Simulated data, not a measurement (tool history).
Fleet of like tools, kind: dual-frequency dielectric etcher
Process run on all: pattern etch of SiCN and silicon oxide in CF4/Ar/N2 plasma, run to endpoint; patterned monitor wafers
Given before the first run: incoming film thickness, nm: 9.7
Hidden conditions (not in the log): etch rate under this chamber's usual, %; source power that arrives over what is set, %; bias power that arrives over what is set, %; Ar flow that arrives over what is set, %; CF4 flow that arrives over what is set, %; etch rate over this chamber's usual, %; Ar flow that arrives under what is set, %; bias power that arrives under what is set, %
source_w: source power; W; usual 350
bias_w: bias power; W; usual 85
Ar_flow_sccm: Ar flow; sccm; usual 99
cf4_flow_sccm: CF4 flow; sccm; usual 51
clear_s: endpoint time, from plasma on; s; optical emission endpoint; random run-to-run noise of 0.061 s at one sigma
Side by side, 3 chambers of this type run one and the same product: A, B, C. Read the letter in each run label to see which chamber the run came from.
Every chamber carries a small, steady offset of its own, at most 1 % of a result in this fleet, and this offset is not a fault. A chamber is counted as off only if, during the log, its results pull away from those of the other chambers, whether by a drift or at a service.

| run | hour | source_w | bias_w | Ar_flow_sccm | cf4_flow_sccm | hours since the last wet clean | hours since the last source power generator calibration | hours since the last bias power generator calibration | hours since the last Ar flow controller change | hours since the last CF4 flow controller change | clear_s |
|---|---|---|---|---|---|---|---|---|---|---|---|
| 1C | 3.6 | 350 | 85 | 99 | 51 | 113.4 | 356.4 | 701.6 | 488 | 2556 | 13.903 |
| 2A | 9.9 | 350 | 85 | 99 | 51 | 20.4 | 3282.6 | 1773.4 | 897.4 | 1863.7 | 13.867 |
| 3B | 14.4 | 350 | 85 | 99 | 51 | 320.8 | 1773.5 | 1527.6 | 1430.8 | 3680.6 | 13.914 |
| 4B | 17.9 | 350 | 85 | 99 | 51 | 324.3 | 1777 | 1531.1 | 1434.3 | 3684.1 | 13.955 |
| 5C | 22.5 | 350 | 85 | 99 | 51 | 132.3 | 375.3 | 720.5 | 506.9 | 2574.9 | 13.78 |
| 6A | 26.7 | 350 | 85 | 99 | 51 | 37.2 | 3299.4 | 1790.2 | 914.2 | 1880.5 | 13.85 |
| 7A | 32.3 | 350 | 85 | 99 | 51 | 42.8 | 3305 | 1795.8 | 919.8 | 1886.1 | 13.67 |
| 8C | 37.9 | 350 | 85 | 99 | 51 | 147.7 | 390.7 | 735.9 | 522.3 | 2590.3 | 13.842 |
| 9B | 42.6 | 390 | 85 | 99 | 51 | 349 | 1801.7 | 1555.8 | 1459 | 3708.8 | 12.651 |
| 10C | 49.3 | 390 | 85 | 99 | 51 | 159.1 | 402.1 | 747.3 | 533.7 | 2601.7 | 12.587 |
| 11B | 54.5 | 390 | 85 | 99 | 51 | 360.9 | 1813.6 | 1567.7 | 1470.9 | 3720.7 | 12.754 |
| 12A | 58.9 | 350 | 85 | 99 | 51 | 69.4 | 3331.6 | 1822.4 | 946.4 | 1912.7 | 13.798 |
| 13B | 61.9 | 350 | 93 | 83 | 51 | 368.3 | 1821 | 1575.1 | 1478.3 | 3728.1 | 13.112 |
| 14C | 67.4 | 350 | 93 | 83 | 51 | 177.2 | 420.2 | 765.4 | 551.8 | 2619.8 | 13.047 |
| 15A | 72.7 | 350 | 93 | 83 | 51 | 83.2 | 3345.4 | 1836.2 | 960.2 | 1926.5 | 12.99 |
| 16A | 78.9 | 350 | 85 | 99 | 51 | 89.4 | 3351.6 | 1842.4 | 966.4 | 1932.7 | 13.891 |
| 17C | 85.8 | 350 | 85 | 99 | 51 | 195.6 | 438.6 | 783.8 | 570.2 | 2638.2 | 13.91 |
| 18B | 90.6 | 350 | 85 | 99 | 51 | 397 | 1849.7 | 1603.8 | 1507 | 3756.8 | 13.915 |
| 19A | 94.1 | 350 | 85 | 99 | 51 | 104.6 | 3366.8 | 1857.6 | 981.6 | 1947.9 | 13.874 |
| 20B | 98.6 | 350 | 85 | 99 | 51 | 405 | 1857.7 | 1611.8 | 1515 | 3764.8 | 13.878 |
| 21C | 102.8 | 350 | 85 | 99 | 51 | 212.6 | 455.6 | 800.8 | 587.2 | 2655.2 | 13.895 |
| 22B | 106.9 | 350 | 85 | 99 | 51 | 413.3 | 1866 | 1620.1 | 1523.3 | 3773.1 | 13.845 |
| 23A | 110.6 | 350 | 85 | 99 | 51 | 121.1 | 3383.3 | 1874.1 | 998.1 | 1964.4 | 13.769 |
|  | 113 | chamber A: source power generator calibrated |
| 24C | 116.2 | 350 | 67 | 99 | 51 | 226 | 469 | 814.2 | 600.6 | 2668.6 | 15.005 |
| 25A | 120.6 | 350 | 67 | 99 | 51 | 131.1 | 7.6 | 1884.1 | 1008.1 | 1974.4 | 15.031 |
| 26B | 125.3 | 350 | 67 | 99 | 51 | 431.7 | 1884.4 | 1638.5 | 1541.7 | 3791.5 | 15.169 |
| 27C | 131 | 350 | 85 | 99 | 43 | 240.8 | 483.8 | 829 | 615.4 | 2683.4 | 14.256 |
| 28B | 137.3 | 350 | 85 | 99 | 43 | 443.7 | 1896.4 | 1650.5 | 1553.7 | 3803.5 | 14.325 |
| 29A | 143.2 | 350 | 85 | 99 | 43 | 153.7 | 30.2 | 1906.7 | 1030.7 | 1997 | 14.204 |
| 30C | 147.8 | 350 | 85 | 99 | 51 | 257.6 | 500.6 | 845.8 | 632.2 | 2700.2 | 13.918 |
| 31B | 151.1 | 350 | 85 | 99 | 47 | 457.5 | 1910.2 | 1664.3 | 1567.5 | 3817.3 | 14.17 |
| 32C | 156.1 | 350 | 85 | 99 | 47 | 265.9 | 508.9 | 854.1 | 640.5 | 2708.5 | 14.046 |
| 33A | 160.9 | 350 | 85 | 99 | 47 | 171.4 | 47.9 | 1924.4 | 1048.4 | 2014.7 | 14.002 |
|  | 164.7 | chamber B: wet clean of the chamber |
| 34C | 164.8 | 350 | 85 | 99 | 51 | 274.6 | 517.6 | 862.8 | 649.2 | 2717.2 | 13.861 |
| 35A | 170.3 | 350 | 85 | 99 | 51 | 180.8 | 57.3 | 1933.8 | 1057.8 | 2024.1 | 13.92 |
| 36B | 174 | 350 | 85 | 99 | 51 | 9.3 | 1933.1 | 1687.2 | 1590.4 | 3840.2 | 13.886 |
| 37A | 179 | 350 | 85 | 99 | 51 | 189.5 | 66 | 1942.5 | 1066.5 | 2032.8 | 13.82 |
| 38B | 182.3 | 350 | 85 | 99 | 51 | 17.6 | 1941.4 | 1695.5 | 1598.7 | 3848.5 | 14.001 |
| 39C | 186.2 | 350 | 85 | 99 | 51 | 296 | 539 | 884.2 | 670.6 | 2738.6 | 13.801 |
| 40B | 191 | 350 | 85 | 99 | 51 | 26.3 | 1950.1 | 1704.2 | 1607.4 | 3857.2 | 13.964 |
| 41C | 195.2 | 350 | 85 | 99 | 51 | 305 | 548 | 893.2 | 679.6 | 2747.6 | 13.782 |
| 42A | 201.1 | 350 | 85 | 99 | 51 | 211.6 | 88.1 | 1964.6 | 1088.6 | 2054.9 | 13.838 |
| 43C | 207.2 | 350 | 85 | 99 | 51 | 317 | 560 | 905.2 | 691.6 | 2759.6 | 13.974 |

Next, every chamber runs the same settings. What will each give?
| 44A | 212.2 | 350 | 85 | 99 | 51 |  |  |  |  |  | ? |
| 44B | 212.2 | 350 | 85 | 99 | 51 |  |  |  |  |  | ? |
| 44C | 212.2 | 350 | 85 | 99 | 51 |  |  |  |  |  | ? |

| run | clear_s |
|---|---|
| 44A | 13.866 |
| 44B | 13.903 |
| 44C | 13.859 |
